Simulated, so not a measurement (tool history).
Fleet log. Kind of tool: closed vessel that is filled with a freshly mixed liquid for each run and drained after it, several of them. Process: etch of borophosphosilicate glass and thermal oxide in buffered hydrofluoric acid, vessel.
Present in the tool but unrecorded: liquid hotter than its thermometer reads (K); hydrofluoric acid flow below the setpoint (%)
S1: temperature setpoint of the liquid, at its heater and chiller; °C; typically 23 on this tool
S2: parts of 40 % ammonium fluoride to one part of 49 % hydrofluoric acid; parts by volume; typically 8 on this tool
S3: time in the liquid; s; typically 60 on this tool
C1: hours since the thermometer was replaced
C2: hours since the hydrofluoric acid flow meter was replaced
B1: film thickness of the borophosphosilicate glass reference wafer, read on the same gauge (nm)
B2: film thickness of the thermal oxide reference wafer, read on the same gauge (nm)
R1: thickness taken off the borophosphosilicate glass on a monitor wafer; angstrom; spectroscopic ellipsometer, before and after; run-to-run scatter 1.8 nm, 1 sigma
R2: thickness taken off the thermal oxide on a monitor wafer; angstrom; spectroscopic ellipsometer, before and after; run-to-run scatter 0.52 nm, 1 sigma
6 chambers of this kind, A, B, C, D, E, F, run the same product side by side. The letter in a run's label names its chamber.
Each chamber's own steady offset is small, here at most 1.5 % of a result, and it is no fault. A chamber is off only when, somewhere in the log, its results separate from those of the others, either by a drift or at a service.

| run | hour | S1 | S2 | S3 | C1 | C2 | B1 | B2 | R1 | R2 |
|---|---|---|---|---|---|---|---|---|---|---|
| 1F | 3 | 23 | 8 | 60 | 577.7 | 375.6 | 110.03 | 109.99 | 2282.1 | 804.98 |
| 2A | 7.4 | 23 | 8 | 60 | 178.7 | 807.8 | 110.03 | 110.04 | 2226.9 | 791.03 |
| 3E | 11.8 | 23 | 8 | 60 | 1783.7 | 341.7 | 109.96 | 110.01 | 2235.4 | 805.84 |
| 4D | 14.7 | 23 | 8 | 60 | 496.5 | 2505.6 | 110.02 | 109.98 | 2214.8 | 791.3 |
| 5B | 18.2 | 23 | 8 | 60 | 31.8 | 229.7 | 109.95 | 109.97 | 2200.7 | 797.48 |
|  | 19.7 | chamber D: hydrofluoric acid flow meter replaced |
| 6C | 22.1 | 23 | 8 | 60 | 2364.3 | 660.6 | 109.99 | 110.01 | 2244.1 | 799.07 |
| 7E | 25.7 | 23 | 8 | 60 | 1797.6 | 355.6 | 110.02 | 110.01 | 2236.5 | 808.88 |
| 8C | 28.9 | 23 | 8 | 60 | 2371.1 | 667.4 | 110.01 | 109.99 | 2282.2 | 782.78 |
| 9B | 31.5 | 23 | 8 | 60 | 45.1 | 243 | 110.01 | 109.99 | 2218.1 | 802.56 |
| 10D | 34.1 | 23 | 8 | 60 | 515.9 | 14.5 | 109.99 | 109.98 | 2202.2 | 800.01 |
| 11A | 36.8 | 23 | 8 | 60 | 208.1 | 837.2 | 110.01 | 109.99 | 2201.6 | 804.1 |
| 12F | 40.6 | 23 | 8 | 60 | 615.3 | 413.2 | 110.01 | 110.03 | 2243 | 804.77 |
| 13B | 42.7 | 25 | 8 | 35 | 56.3 | 254.2 | 110 | 109.99 | 1456.3 | 521.31 |
| 14E | 47.2 | 25 | 8 | 35 | 1819.1 | 377.1 | 110 | 109.99 | 1449.6 | 521.6 |
|  | 49.4 | chamber E: thermometer replaced |
| 15F | 49.9 | 25 | 8 | 35 | 624.6 | 422.5 | 110.02 | 110 | 1467.6 | 523.72 |
| 16D | 53.5 | 25 | 8 | 35 | 535.3 | 33.9 | 110 | 109.97 | 1467.3 | 519.71 |
| 17A | 56.3 | 25 | 8 | 35 | 227.6 | 856.7 | 109.99 | 110.02 | 1438.3 | 510.91 |
| 18C | 59.4 | 25 | 8 | 35 | 2401.6 | 697.9 | 109.99 | 110.01 | 1445.4 | 522.98 |
| 19E | 62.8 | 23 | 8 | 60 | 13.4 | 392.7 | 109.97 | 109.99 | 2217.8 | 800.34 |
| 20B | 66 | 23 | 8 | 60 | 79.6 | 277.5 | 109.99 | 110 | 2239 | 793.56 |
| 21C | 69.2 | 23 | 8 | 60 | 2411.4 | 707.7 | 109.98 | 110.01 | 2255.7 | 793.63 |
| 22F | 71.4 | 23 | 8 | 60 | 646.1 | 444 | 109.98 | 109.99 | 2256.1 | 816.33 |
| 23A | 75.2 | 23 | 8 | 60 | 246.5 | 875.6 | 109.99 | 110 | 2224.6 | 798.26 |
| 24D | 77.8 | 23 | 8 | 60 | 559.6 | 58.2 | 110.01 | 110.04 | 2237.9 | 804.03 |
| 25D | 80.3 | 23 | 8 | 60 | 562.1 | 60.7 | 109.99 | 110.02 | 2218.5 | 801.05 |
| 26F | 83.3 | 23 | 8 | 60 | 658 | 455.9 | 110.05 | 109.99 | 2245 | 820.53 |
| 27E | 85.4 | 23 | 6 | 70 | 36 | 415.3 | 109.98 | 110.01 | 3478.5 | 1225.8 |
| 28C | 89.3 | 23 | 6 | 70 | 2431.5 | 727.8 | 109.98 | 110.01 | 3486.8 | 1229 |
| 29A | 92.4 | 23 | 6 | 70 | 263.7 | 892.8 | 110 | 110 | 3451 | 1210 |
| 30B | 96.8 | 23 | 6 | 70 | 110.4 | 308.3 | 109.97 | 109.96 | 3450.4 | 1222.7 |
| 31F | 100.5 | 23 | 6 | 70 | 675.2 | 473.1 | 109.98 | 110 | 3448.3 | 1242.7 |
| 32D | 104.1 | 23 | 6 | 70 | 585.9 | 84.5 | 109.98 | 110.02 | 3485.1 | 1224.9 |
| 33C | 106.3 | 23 | 8 | 60 | 2448.5 | 744.8 | 110.01 | 109.97 | 2212.1 | 794.93 |
| 34A | 109.9 | 23 | 8 | 60 | 281.2 | 910.3 | 110.01 | 109.99 | 2198.9 | 790.89 |
| 35B | 112.6 | 23 | 8 | 60 | 126.2 | 324.1 | 109.98 | 110.04 | 2219.6 | 799.59 |
| 36E | 116.6 | 23 | 8 | 60 | 67.2 | 446.5 | 110.02 | 110.01 | 2235.6 | 795.88 |
| 37F | 119.3 | 23 | 8 | 95 | 694 | 491.9 | 109.99 | 109.97 | 3613.2 | 1291.5 |

Next, all 6 chambers run the settings below, one line each with question marks for the results. What does each chamber give?
| 38A | 122.7 | 23 | 8 | 90 |  |  |  |  | ? | ? |
| 38B | 122.7 | 23 | 8 | 90 |  |  |  |  | ? | ? |
| 38C | 122.7 | 23 | 8 | 90 |  |  |  |  | ? | ? |
| 38D | 122.7 | 23 | 8 | 90 |  |  |  |  | ? | ? |
| 38E | 122.7 | 23 | 8 | 90 |  |  |  |  | ? | ? |
| 38F | 122.7 | 23 | 8 | 90 |  |  |  |  | ? | ? |

| run | R1 | R2 |
|---|---|---|
| 38A | 3340.5 | 1185.6 |
| 38B | 3357.9 | 1199.5 |
| 38C | 3330.6 | 1204.6 |
| 38D | 3396.5 | 1188.2 |
| 38E | 3387.5 | 1208.3 |
| 38F | 3364.2 | 1216.8 |
